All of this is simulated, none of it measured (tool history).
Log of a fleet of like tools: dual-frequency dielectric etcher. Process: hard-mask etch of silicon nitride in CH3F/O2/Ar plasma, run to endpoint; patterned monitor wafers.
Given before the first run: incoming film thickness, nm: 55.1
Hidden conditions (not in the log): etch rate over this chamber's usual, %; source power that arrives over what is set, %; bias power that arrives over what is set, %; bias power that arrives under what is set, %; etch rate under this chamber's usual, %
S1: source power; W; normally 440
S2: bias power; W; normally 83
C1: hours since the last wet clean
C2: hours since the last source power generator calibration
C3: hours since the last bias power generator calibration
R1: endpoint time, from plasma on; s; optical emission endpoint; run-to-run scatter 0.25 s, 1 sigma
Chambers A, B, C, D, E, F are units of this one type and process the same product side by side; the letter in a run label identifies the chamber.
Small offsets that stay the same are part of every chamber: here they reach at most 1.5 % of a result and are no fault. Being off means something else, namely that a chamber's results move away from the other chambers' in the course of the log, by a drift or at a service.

| run | day | S1 | S2 | C1 | C2 | C3 | R1 |
|---|---|---|---|---|---|---|---|
| 1E | 0.425 | 440 | 83 | 128.6 | 579.8 | 95.2 | 72.946 |
| 2F | 0.762 | 440 | 83 | 61.5 | 1783.4 | 1604.0 | 72.393 |
| 3C | 1.262 | 440 | 83 | 111.7 | 2706.4 | 2539.2 | 73.531 |
| 4D | 1.633 | 440 | 83 | 583.3 | 2660.4 | 1429.2 | 73.386 |
|  | 1.917 | chamber D: wet clean of the chamber |
| 5A | 2.029 | 440 | 83 | 300.0 | 2797.8 | 2487.1 | 72.910 |
| 6B | 2.492 | 440 | 83 | 183.8 | 3816.2 | 3463.4 | 72.327 |
| 7C | 2.854 | 440 | 83 | 149.9 | 2744.6 | 2577.4 | 73.575 |
| 8B | 3.408 | 440 | 83 | 205.8 | 3838.2 | 3485.4 | 72.410 |
| 9D | 3.962 | 510 | 102 | 49.1 | 2716.3 | 1485.1 | 64.134 |
|  | 4.383 | chamber A: wet clean of the chamber |
| 10A | 4.425 | 510 | 102 | 1.0 | 2855.3 | 2544.6 | 64.152 |
| 11F | 4.767 | 510 | 102 | 157.6 | 1879.5 | 1700.1 | 63.613 |
| 12E | 5.142 | 510 | 102 | 241.8 | 693.0 | 208.4 | 63.932 |
| 13E | 5.592 | 510 | 102 | 252.6 | 703.8 | 219.2 | 64.314 |
| 14A | 5.879 | 510 | 102 | 35.9 | 2890.2 | 2579.5 | 63.986 |
| 15D | 6.233 | 490 | 102 | 103.6 | 2770.8 | 1539.6 | 65.207 |
| 16B | 6.650 | 490 | 102 | 283.6 | 3916.0 | 3563.2 | 64.339 |
| 17F | 7.217 | 490 | 102 | 216.4 | 1938.3 | 1758.9 | 64.886 |
|  | 7.325 | chamber A: bias power generator calibrated |
| 18C | 7.700 | 490 | 102 | 266.2 | 2860.9 | 2693.7 | 66.035 |
| 19D | 8.279 | 490 | 102 | 152.7 | 2819.9 | 1588.7 | 65.207 |
| 20B | 8.700 | 490 | 102 | 332.8 | 3965.2 | 3612.4 | 64.481 |
| 21E | 9.196 | 440 | 83 | 339.1 | 790.3 | 305.7 | 73.190 |
| 22C | 9.750 | 540 | 102 | 315.4 | 2910.1 | 2742.9 | 63.438 |
| 23F | 10.408 | 540 | 102 | 293.0 | 2014.9 | 1835.5 | 62.264 |
| 24A | 10.725 | 540 | 102 | 152.2 | 3006.5 | 81.6 | 61.969 |
| 25F | 11.075 | 540 | 102 | 309.0 | 2030.9 | 1851.5 | 62.208 |
| 26A | 11.579 | 540 | 102 | 172.7 | 3027.0 | 102.1 | 62.150 |
|  | 12.208 | chamber B: wet clean of the chamber |
| 27D | 12.212 | 540 | 102 | 247.1 | 2914.3 | 1683.1 | 62.785 |
| 28E | 12.542 | 440 | 83 | 419.4 | 870.6 | 386.0 | 72.497 |
| 29B | 13.162 | 440 | 83 | 23.0 | 4072.3 | 3719.5 | 72.270 |
| 30C | 13.667 | 440 | 83 | 409.4 | 3004.1 | 2836.9 | 73.294 |
| 31F | 13.971 | 520 | 99 | 378.5 | 2100.4 | 1921.0 | 63.969 |
| 32E | 14.325 | 520 | 99 | 462.2 | 913.4 | 428.8 | 63.004 |
| 33D | 14.708 | 520 | 99 | 307.0 | 2974.2 | 1743.0 | 64.804 |
| 34C | 15.162 | 520 | 99 | 445.3 | 3040.0 | 2872.8 | 64.988 |
| 35A | 15.629 | 520 | 99 | 269.9 | 3124.2 | 199.3 | 63.818 |
| 36B | 16.142 | 520 | 99 | 94.5 | 4143.8 | 3791.0 | 64.078 |
| 37B | 16.521 | 440 | 83 | 103.6 | 4152.9 | 3800.1 | 72.303 |
| 38F | 16.954 | 440 | 83 | 450.1 | 2172.0 | 1992.6 | 72.422 |
| 39C | 17.596 | 440 | 83 | 503.7 | 3098.4 | 2931.2 | 73.834 |
| 40E | 18.112 | 440 | 83 | 553.1 | 1004.3 | 519.7 | 72.074 |
| 41D | 18.450 | 440 | 83 | 396.8 | 3064.0 | 1832.8 | 73.533 |
| 42A | 18.804 | 440 | 83 | 346.1 | 3200.4 | 275.5 | 72.552 |

Read the log: is a single chamber off, either drifting away or since a service, is the gauge that measures every chamber drifting, or is nothing wrong beyond small per-chamber offsets? Name any odd chamber and what most likely caused it.

One chamber, E, drifts off from the rest bit by bit.
What lies behind it: etch rate over this chamber's usual, % = 2.55.

Below are 4 candidate recipes for chamber E's next run, each the usual settings with a change, their results shown as question marks. Which of them brings E's results back in line with what the other chambers give on the usual settings?
A result is in line if it is within this distance of the other chambers' mean on the usual settings: R1 0.880 s
| 43E-1 | 19.279 | 440 | 93 |  |  |  | ? |
| 43E-2 | 19.279 | 450 | 85 |  |  |  | ? |
| 43E-3 | 19.279 | 440 | 73 |  |  |  | ? |
| 43E-4 | 19.279 | 440 | 78 |  |  |  | ? |

Other chambers, usual settings, mean: R1 72.928 s
| run | R1 |
|---|---|
| 43E-1 | 68.425 |
| 43E-2 | 70.083 |
| 43E-3 | 74.584 |
| 43E-4 | 72.876 |
43E-4 is the one that brings the chamber's results back in line with the other chambers.
